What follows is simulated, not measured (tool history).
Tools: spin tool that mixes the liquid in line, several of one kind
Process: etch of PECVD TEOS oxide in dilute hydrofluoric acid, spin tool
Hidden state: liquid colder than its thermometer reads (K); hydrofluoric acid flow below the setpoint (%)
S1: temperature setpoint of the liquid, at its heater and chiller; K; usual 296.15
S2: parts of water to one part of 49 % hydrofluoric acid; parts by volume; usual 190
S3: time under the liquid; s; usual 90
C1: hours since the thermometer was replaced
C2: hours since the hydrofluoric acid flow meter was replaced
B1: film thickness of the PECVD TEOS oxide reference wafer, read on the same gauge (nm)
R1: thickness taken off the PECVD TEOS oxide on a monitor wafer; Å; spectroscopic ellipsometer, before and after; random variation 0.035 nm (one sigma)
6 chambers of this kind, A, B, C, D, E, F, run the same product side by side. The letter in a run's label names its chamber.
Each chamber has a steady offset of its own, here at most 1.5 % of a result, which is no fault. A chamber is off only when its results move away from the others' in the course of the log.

Run 1E, hour 5.2: usual settings; C1 920.5; C2 1118.4; B1 90.003. Result: R1 80.089 Å.
Run 2F, hour 9.7: usual settings; C1 1686.2; C2 308.6; B1 90.017. Result: R1 81.324 Å.
At hour 14: chamber F: thermometer replaced.
Run 3B, hour 14.1: usual settings; C1 1907.2; C2 309.9; B1 89.993. Result: R1 80.668 Å.
Run 4C, hour 19.9: usual settings; C1 2024.4; C2 1701.1; B1 90.006. Result: R1 80.101 Å.
Run 5D, hour 25.9: usual settings; C1 1823.8; C2 353.4; B1 90.021. Result: R1 80.386 Å.
Run 6A, hour 31.9: usual settings; C1 267.3; C2 460.6; B1 89.988. Result: R1 80.331 Å.
Run 7A, hour 36.6: usual settings; C1 272; C2 465.3; B1 89.989. Result: R1 80.755 Å.
Run 8D, hour 43.1: usual settings; C1 1841; C2 370.6; B1 89.99. Result: R1 80.512 Å.
Run 9B, hour 48: usual settings; C1 1941.1; C2 343.8; B1 89.995. Result: R1 80.523 Å.
Run 10F, hour 54.3: usual settings but S2 120 parts by volume, S3 115 s; C1 40.4; C2 353.2; B1 90.003. Result: R1 176.53 Å.
Run 11C, hour 59: usual settings but S2 120 parts by volume, S3 115 s; C1 2063.5; C2 1740.2; B1 90.008. Result: R1 176.26 Å.
Run 12E, hour 64.6: usual settings but S2 120 parts by volume, S3 115 s; C1 979.9; C2 1177.8; B1 90.024. Result: R1 173.77 Å.
Run 13C, hour 69.7: usual settings but S2 120 parts by volume, S3 115 s; C1 2074.2; C2 1750.9; B1 89.984. Result: R1 176.57 Å.
Run 14A, hour 73.4: usual settings but S2 120 parts by volume, S3 115 s; C1 308.8; C2 502.1; B1 90.021. Result: R1 179.03 Å.
Run 15F, hour 78.9: usual settings but S2 120 parts by volume, S3 115 s; C1 65; C2 377.8; B1 89.965. Result: R1 176.55 Å.
Run 16E, hour 82.2: usual settings; C1 997.5; C2 1195.4; B1 90.003. Result: R1 79.91 Å.
Run 17D, hour 86: usual settings; C1 1883.9; C2 413.5; B1 90.005. Result: R1 81.027 Å.
Run 18B, hour 91: usual settings; C1 1984.1; C2 386.8; B1 89.999. Result: R1 81.152 Å.
Run 19C, hour 97.4: usual settings; C1 2101.9; C2 1778.6; B1 89.977. Result: R1 80.665 Å.
Run 20F, hour 100.9: usual settings; C1 87; C2 399.8; B1 89.989. Result: R1 81.788 Å.
Run 21E, hour 104.3: usual settings; C1 1019.6; C2 1217.5; B1 90.02. Result: R1 80.4 Å.
Run 22B, hour 108.5: usual settings but S1 292.65 K, S2 150 parts by volume; C1 2001.6; C2 404.3; B1 89.987. Result: R1 93.168 Å.
Run 23D, hour 112.9: usual settings but S1 292.65 K, S2 150 parts by volume; C1 1910.8; C2 440.4; B1 90.02. Result: R1 93.031 Å.
Run 24A, hour 116.3: usual settings but S1 292.65 K, S2 150 parts by volume; C1 351.7; C2 545; B1 89.958. Result: R1 93.022 Å.
Run 25F, hour 122.4: usual settings but S1 292.65 K, S2 150 parts by volume; C1 108.5; C2 421.3; B1 90.008. Result: R1 93.747 Å.
Run 26C, hour 129.5: usual settings but S1 292.65 K, S2 150 parts by volume; C1 2134; C2 1810.7; B1 89.998. Result: R1 93.446 Å.
Run 27B, hour 135.4: usual settings but S1 292.65 K, S2 150 parts by volume; C1 2028.5; C2 431.2; B1 90.001. Result: R1 93.866 Å.
Run 28D, hour 142.2: usual settings; C1 1940.1; C2 469.7; B1 89.962. Result: R1 80.407 Å.
Run 29E, hour 146.6: usual settings; C1 1061.9; C2 1259.8; B1 90.006. Result: R1 80.029 Å.
Run 30A, hour 153.6: usual settings; C1 389; C2 582.3; B1 90.007. Result: R1 80.365 Å.
Run 31D, hour 160.7: usual settings; C1 1958.6; C2 488.2; B1 90.025. Result: R1 80.799 Å.
Run 32F, hour 167.2: usual settings; C1 153.3; C2 466.1; B1 90.005. Result: R1 81.856 Å.
Run 33B, hour 173: usual settings; C1 2066.1; C2 468.8; B1 89.999. Result: R1 80.92 Å.
Run 34E, hour 177.7: usual settings; C1 1093; C2 1290.9; B1 89.975. Result: R1 79.979 Å.
Run 35C, hour 184.5: usual settings; C1 2189; C2 1865.7; B1 89.964. Result: R1 80.017 Å.
Run 36A, hour 188.4: usual settings; C1 423.8; C2 617.1; B1 89.976. Result: R1 80.738 Å.
Run 37B, hour 195.2: usual settings; C1 2088.3; C2 491; B1 89.98. Result: R1 80.502 Å.
Run 38C, hour 201.3: usual settings but S2 235 parts by volume; C1 2205.8; C2 1882.5; B1 89.987. Result: R1 62.766 Å.
Run 39D, hour 208.1: usual settings but S2 235 parts by volume; C1 2006; C2 535.6; B1 89.981. Result: R1 61.741 Å.
Run 40E, hour 214.8: usual settings but S2 235 parts by volume; C1 1130.1; C2 1328; B1 89.976. Result: R1 61.587 Å.
Run 41F, hour 220.3: usual settings but S2 235 parts by volume; C1 206.4; C2 519.2; B1 89.991. Result: R1 63.517 Å.

Is one chamber off against the others, does the gauge drift, or is nothing wrong? If a chamber is off, say which, and what the likeliest cause is.

No chamber stands off beyond its own small offset, and the gauge holds steady.
